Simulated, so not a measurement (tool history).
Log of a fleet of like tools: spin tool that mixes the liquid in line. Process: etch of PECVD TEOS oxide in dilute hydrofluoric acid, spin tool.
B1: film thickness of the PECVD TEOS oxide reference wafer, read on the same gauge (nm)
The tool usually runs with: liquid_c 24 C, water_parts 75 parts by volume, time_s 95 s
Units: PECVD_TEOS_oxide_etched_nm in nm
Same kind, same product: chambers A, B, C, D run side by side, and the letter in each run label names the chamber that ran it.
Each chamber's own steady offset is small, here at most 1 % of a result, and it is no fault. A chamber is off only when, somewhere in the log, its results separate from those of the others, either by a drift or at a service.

{"run": "1A", "day": 0.362, "liquid_c": 24, "water_parts": 75, "time_s": 95, "B1": 50.001, "PECVD_TEOS_oxide_etched_nm": 14.32}
{"run": "2B", "day": 0.892, "liquid_c": 24, "water_parts": 75, "time_s": 95, "B1": 49.982, "PECVD_TEOS_oxide_etched_nm": 14.458}
{"run": "3D", "day": 1.171, "liquid_c": 24, "water_parts": 75, "time_s": 95, "B1": 50.015, "PECVD_TEOS_oxide_etched_nm": 14.444}
{"run": "4C", "day": 1.683, "liquid_c": 24, "water_parts": 75, "time_s": 95, "B1": 50.017, "PECVD_TEOS_oxide_etched_nm": 14.365}
{"run": "5D", "day": 2.158, "liquid_c": 24, "water_parts": 75, "time_s": 95, "B1": 49.99, "PECVD_TEOS_oxide_etched_nm": 14.809}
{"run": "6A", "day": 2.55, "liquid_c": 24, "water_parts": 75, "time_s": 95, "B1": 50, "PECVD_TEOS_oxide_etched_nm": 14.258}
{"run": "7B", "day": 2.862, "liquid_c": 24, "water_parts": 75, "time_s": 95, "B1": 50.014, "PECVD_TEOS_oxide_etched_nm": 14.565}
{"run": "8C", "day": 3.117, "liquid_c": 27, "water_parts": 75, "time_s": 95, "B1": 50.014, "PECVD_TEOS_oxide_etched_nm": 16.75}
{"run": "9C", "day": 3.604, "liquid_c": 27, "water_parts": 75, "time_s": 95, "B1": 50.007, "PECVD_TEOS_oxide_etched_nm": 16.869}
{"run": "10B", "day": 4.067, "liquid_c": 27, "water_parts": 75, "time_s": 95, "B1": 49.998, "PECVD_TEOS_oxide_etched_nm": 16.634}
{"run": "11D", "day": 4.454, "liquid_c": 27, "water_parts": 75, "time_s": 95, "B1": 49.979, "PECVD_TEOS_oxide_etched_nm": 16.289}
{"run": "12A", "day": 4.817, "liquid_c": 19.5, "water_parts": 35, "time_s": 95, "B1": 50.015, "PECVD_TEOS_oxide_etched_nm": 26.906}
{"run": "13A", "day": 5.146, "liquid_c": 19.5, "water_parts": 35, "time_s": 95, "B1": 49.997, "PECVD_TEOS_oxide_etched_nm": 27.039}
{"day": 5.45, "done": "chamber A: thermometer replaced"}
{"run": "14C", "day": 5.588, "liquid_c": 19.5, "water_parts": 35, "time_s": 95, "B1": 49.994, "PECVD_TEOS_oxide_etched_nm": 27.733}
{"run": "15B", "day": 5.858, "liquid_c": 19.5, "water_parts": 35, "time_s": 95, "B1": 50.005, "PECVD_TEOS_oxide_etched_nm": 26.939}
{"run": "16D", "day": 6.112, "liquid_c": 24, "water_parts": 75, "time_s": 95, "B1": 50.007, "PECVD_TEOS_oxide_etched_nm": 14.51}
{"run": "17B", "day": 6.612, "liquid_c": 24, "water_parts": 75, "time_s": 95, "B1": 49.98, "PECVD_TEOS_oxide_etched_nm": 14.622}
{"run": "18D", "day": 7.029, "liquid_c": 24, "water_parts": 75, "time_s": 95, "B1": 50.002, "PECVD_TEOS_oxide_etched_nm": 14.619}
{"run": "19A", "day": 7.325, "liquid_c": 24, "water_parts": 75, "time_s": 95, "B1": 50.001, "PECVD_TEOS_oxide_etched_nm": 14.347}
{"run": "20C", "day": 7.692, "liquid_c": 24, "water_parts": 75, "time_s": 95, "B1": 49.992, "PECVD_TEOS_oxide_etched_nm": 14.999}
{"run": "21C", "day": 8.112, "liquid_c": 24, "water_parts": 75, "time_s": 95, "B1": 49.989, "PECVD_TEOS_oxide_etched_nm": 15.068}
{"run": "22D", "day": 8.4, "liquid_c": 24, "water_parts": 75, "time_s": 95, "B1": 49.991, "PECVD_TEOS_oxide_etched_nm": 14.734}
{"run": "23B", "day": 8.662, "liquid_c": 24, "water_parts": 75, "time_s": 95, "B1": 49.993, "PECVD_TEOS_oxide_etched_nm": 14.745}
{"run": "24A", "day": 8.929, "liquid_c": 24, "water_parts": 75, "time_s": 95, "B1": 50.007, "PECVD_TEOS_oxide_etched_nm": 14.404}

Decide between three cases: one chamber stands off from its peers, the gauge reading all wafers drifts, or nothing is wrong past each chamber's small offset. Where a chamber is off, say which and what most likely put it there.

One chamber, C, drifts off from the rest bit by bit.
Cause: hydrofluoric acid flow above the setpoint (%) = 4.33.
The log may not separate it from: liquid hotter than its thermometer reads (K).

Here are 4 candidates for chamber C's next run, each the usual settings with a change, their results left as question marks. Which one brings its results back in line with what the others give on the usual settings?
In line here means within this much of the mean the other chambers give on the usual settings: PECVD_TEOS_oxide_etched_nm 0.44 nm
{"run": "25C-1", "day": 9.325, "liquid_c": 24, "water_parts": 75, "time_s": 90, "PECVD_TEOS_oxide_etched_nm": "?"}
{"run": "25C-2", "day": 9.325, "liquid_c": 21.5, "water_parts": 75, "time_s": 95, "PECVD_TEOS_oxide_etched_nm": "?"}
{"run": "25C-3", "day": 9.325, "liquid_c": 24, "water_parts": 75, "time_s": 100, "PECVD_TEOS_oxide_etched_nm": "?"}
{"run": "25C-4", "day": 9.325, "liquid_c": 24, "water_parts": 75, "time_s": 105, "PECVD_TEOS_oxide_etched_nm": "?"}

The mean the other chambers reach with the usual settings: PECVD_TEOS_oxide_etched_nm 14.507 nm
run=25C-1 PECVD_TEOS_oxide_etched_nm=14.405
run=25C-2 PECVD_TEOS_oxide_etched_nm=13.711
run=25C-3 PECVD_TEOS_oxide_etched_nm=16.005
run=25C-4 PECVD_TEOS_oxide_etched_nm=16.806
The answer is 25C-1, which returns the chamber to within the allowed miss of the others.

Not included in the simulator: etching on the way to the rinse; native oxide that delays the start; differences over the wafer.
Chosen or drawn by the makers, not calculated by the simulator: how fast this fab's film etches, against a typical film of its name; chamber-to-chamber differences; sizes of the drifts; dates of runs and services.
